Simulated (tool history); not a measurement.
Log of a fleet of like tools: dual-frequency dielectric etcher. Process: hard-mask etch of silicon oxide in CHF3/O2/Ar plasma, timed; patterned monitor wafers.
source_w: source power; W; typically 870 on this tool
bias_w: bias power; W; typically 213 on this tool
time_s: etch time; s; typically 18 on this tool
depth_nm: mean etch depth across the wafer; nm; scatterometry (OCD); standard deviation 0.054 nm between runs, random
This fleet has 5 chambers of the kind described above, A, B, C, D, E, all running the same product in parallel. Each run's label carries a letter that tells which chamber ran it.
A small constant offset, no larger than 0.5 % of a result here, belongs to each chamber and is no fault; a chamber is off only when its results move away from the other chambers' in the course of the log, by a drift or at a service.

run    day  source_w  bias_w  time_s  hours since the last wet clean  hours since the last source power generator calibration  hours since the last bias power generator calibration  read-back reference wafer on the same gauge, depth_nm  depth_nm
 1B  0.104       870     213      18                           238.2                                                    444.6                                                  643.1                                                 47.798    43.414
 2D  0.333       870     213      18                            41.7                                                    987.8                                                 3415.8                                                 47.789    43.469
 3E  0.558       870     213      18                           131.3                                                   2361.3                                                   3261                                                 47.774    43.341
 4C  0.729       870     213      18                           257.6                                                     1995                                                 4166.3                                                 47.781    43.303
 5A  0.842       870     213      18                           363.3                                                   1515.6                                                 1631.7                                                 47.759    43.181
 6C  1.017       870     213      18                           264.5                                                   2001.9                                                 4173.2                                                 47.759    43.306
 7D  1.208       870     213      18                            62.7                                                   1008.8                                                 3436.8                                                 47.765    43.464
 8E  1.429       870     213      18                           152.2                                                   2382.2                                                 3281.9                                                 47.747    43.347
 9A  1.638       870     229      18                           382.4                                                   1534.7                                                 1650.8                                                 47.757     44.39
10B  1.833       870     229      18                           279.7                                                    486.1                                                  684.6                                                 47.738    44.327
11D  2.042       870     229      18                            82.7                                                   1028.8                                                 3456.8                                                 47.733    44.545
12A   2.15       870     229      18                           394.7                                                     1547                                                 1663.1                                                 47.729    44.339
13B   2.25       870     229      18                           289.7                                                    496.1                                                  694.6                                                 47.721    44.347
14C  2.417       870     213      18                           298.1                                                   2035.5                                                 4206.8                                                 47.719    43.157
15E  2.621       870     213      18                           180.8                                                   2410.8                                                 3310.5                                                 47.722    43.235
16A  2.821       870     213      18                           410.8                                                   1563.1                                                 1679.2                                                 47.702    43.181
17D  2.983       870     213      18                           105.3                                                   1051.4                                                 3479.4                                                 47.689    43.455
18B  3.117       870     213      18                           310.5                                                    516.9                                                  715.4                                                 47.699    43.186
       3.3  -- chamber B: wet clean of the chamber
19E  3.312       870     213      18                           197.4                                                   2427.4                                                 3327.1                                                 47.695     43.25
20C  3.546       870     213      18                           325.2                                                   2062.6                                                 4233.9                                                 47.683    43.203
21D  3.771       870     213      18                           124.2                                                   1070.3                                                 3498.3                                                 47.661    43.426
22A  3.912       870     213      18                             437                                                   1589.3                                                 1705.4                                                 47.674    43.104
23B  4.125       870     213      18                            19.8                                                    541.1                                                  739.6                                                  47.66    43.303
24C  4.271       710     213    22.5                           342.6                                                     2080                                                 4251.3                                                 47.657    50.065
25E  4.388       710     213    22.5                           223.2                                                   2453.2                                                 3352.9                                                 47.655    50.072
26A  4.571       710     213    22.5                           452.8                                                   1605.1                                                 1721.2                                                 47.631    49.864
27B  4.712       710     213    22.5                            33.9                                                    555.2                                                  753.7                                                 47.634    49.941
28D  4.858       710     213    22.5                           150.3                                                   1096.4                                                 3524.4                                                 47.647    50.358
29C  5.079       790     213      16                             362                                                   2099.4                                                 4270.7                                                 47.622    36.986
30E    5.2       790     213      16                           242.7                                                   2472.7                                                 3372.4                                                 47.613    37.051
31B  5.421       790     213      16                            50.9                                                    572.2                                                  770.7                                                 47.629    37.015
32E  5.542       790     213      16                           250.9                                                   2480.9                                                 3380.6                                                 47.617    36.931
33A  5.762       790     213      16                           481.4                                                   1633.7                                                 1749.8                                                 47.602    36.864
34C  5.988       870     213      18                           383.8                                                   2121.2                                                 4292.5                                                 47.601      43.1
35D  6.138       870     213      18                             181                                                   1127.1                                                 3555.1                                                   47.6    43.279
     6.183  -- chamber E: source power generator calibrated
36E  6.258       870     213      18                           268.1                                                      1.8                                                 3397.8                                                 47.584    43.191
37C  6.488       870     213      18                           395.8                                                   2133.2                                                 4304.5                                                 47.588    43.211
38D  6.621       870     213      18                           192.6                                                   1138.7                                                 3566.7                                                 47.587      43.3
39A   6.85       870     213      18                           507.5                                                   1659.8                                                 1775.9                                                 47.575    42.967
40B  7.038       870     165      18                            89.7                                                      611                                                  809.5                                                 47.561    39.545
41B  7.188       870     165      18                            93.3                                                    614.6                                                  813.1                                                 47.566    39.494

Which is it: a chamber that has drifted or been left off by a service, a gauge drift common to all chambers, or only each chamber's usual small offset? If a chamber is off, name it and its likeliest cause.

None of the chambers is off. What moves is the gauge, dragging all their readings along together.
Likeliest cause: gauge reads low (%) = 0.511.

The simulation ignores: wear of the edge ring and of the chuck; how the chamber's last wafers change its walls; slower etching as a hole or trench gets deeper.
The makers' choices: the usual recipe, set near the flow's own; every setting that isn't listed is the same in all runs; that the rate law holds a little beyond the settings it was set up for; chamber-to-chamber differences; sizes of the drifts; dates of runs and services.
